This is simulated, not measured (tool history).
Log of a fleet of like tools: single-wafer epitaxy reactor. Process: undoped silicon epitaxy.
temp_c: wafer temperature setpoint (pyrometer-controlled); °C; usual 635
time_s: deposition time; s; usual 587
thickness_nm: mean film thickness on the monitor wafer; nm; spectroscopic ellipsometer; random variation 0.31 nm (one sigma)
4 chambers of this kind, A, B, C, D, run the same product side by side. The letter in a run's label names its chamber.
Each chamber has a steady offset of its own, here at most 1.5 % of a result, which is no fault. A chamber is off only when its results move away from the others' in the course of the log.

run   hour  temp_c  time_s  hours since the last pyrometer calibration  read-back reference wafer on the same gauge, thickness_nm  thickness_nm
 1B    7.1     635     587                                       731.7                                                     76.879        70.521
 2C   12.1     635     587                                      1209.2                                                     76.903        70.403
 3A   17.2     635     587                                      1097.9                                                     76.911        70.139
 4D   21.7     635     587                                      1596.4                                                     76.892        70.052
 5B   25.8     623     587                                       750.4                                                     76.864        53.771
 6A   31.7     623     587                                      1112.4                                                     76.924        53.617
 7C   38.9     623     587                                        1236                                                     76.832        53.826
 8D   47.1     623     587                                      1621.8                                                     76.879        52.782
 9D   55.7     635     587                                      1630.4                                                      76.89         69.09
10C   64.2     635     587                                      1261.3                                                     76.933        70.807
11B   69.9     635     587                                       794.5                                                     77.045        70.863
12A   77.4     635     587                                      1158.1                                                     76.877        70.811
13D   85.9     635     587                                      1660.6                                                     76.928        70.041
14C     90     635     587                                      1287.1                                                     76.951        70.193
15A   95.2     635     587                                      1175.9                                                     76.958         70.74
16B  100.9     635     587                                       825.5                                                     76.881        71.127
17D  105.6     635     587                                      1680.3                                                     76.861        69.655
18B  111.2     647     658                                       835.8                                                     76.875        104.54
19A  118.1     647     658                                      1198.8                                                     76.978        103.67
20C  122.4     647     658                                      1319.5                                                     76.863        103.72
21B  129.3     647     658                                       853.9                                                     76.983        103.63
22C    138     635     587                                      1335.1                                                     76.961        70.777
23A  146.5     627     513                                      1227.2                                                     76.857        52.017
24D  150.5     627     513                                      1725.2                                                     76.939         50.58
25B  157.4     627     513                                         882                                                     76.777        51.113
26A  163.3     627     513                                        1244                                                     76.893        51.647
27D  170.2     635     587                                      1744.9                                                     76.855        69.734
28C  175.5     635     587                                      1372.6                                                     76.909        71.217
29D  180.3     635     587                                        1755                                                     76.926         70.03
30A    187     635     587                                      1267.7                                                     76.949        70.673
31C  191.1     635     587                                      1388.2                                                     76.828        70.353
32B  197.9     635     587                                       922.5                                                     76.943        70.895
33D  203.3     635     587                                        1778                                                     76.837        69.265
34A  208.5     635     587                                      1289.2                                                     76.873        71.174
35B  216.3     635     587                                       940.9                                                     76.852        71.147
36C  224.3     635     587                                      1421.4                                                      76.87        71.137
37B    232     635     587                                       956.6                                                     76.936        71.174
38A  238.2     635     587                                      1318.9                                                     76.896        70.945
39C  242.8     635     587                                      1439.9                                                     76.914        70.412

Next, every chamber runs the same settings. What will each give?
40A  249.1     642     587                                                                                                                    ?
40B  249.1     642     587                                                                                                                    ?
40C  249.1     642     587                                                                                                                    ?
40D  249.1     642     587                                                                                                                    ?

run  thickness_nm
40A        82.533
40B         82.61
40C        82.374
40D        81.512
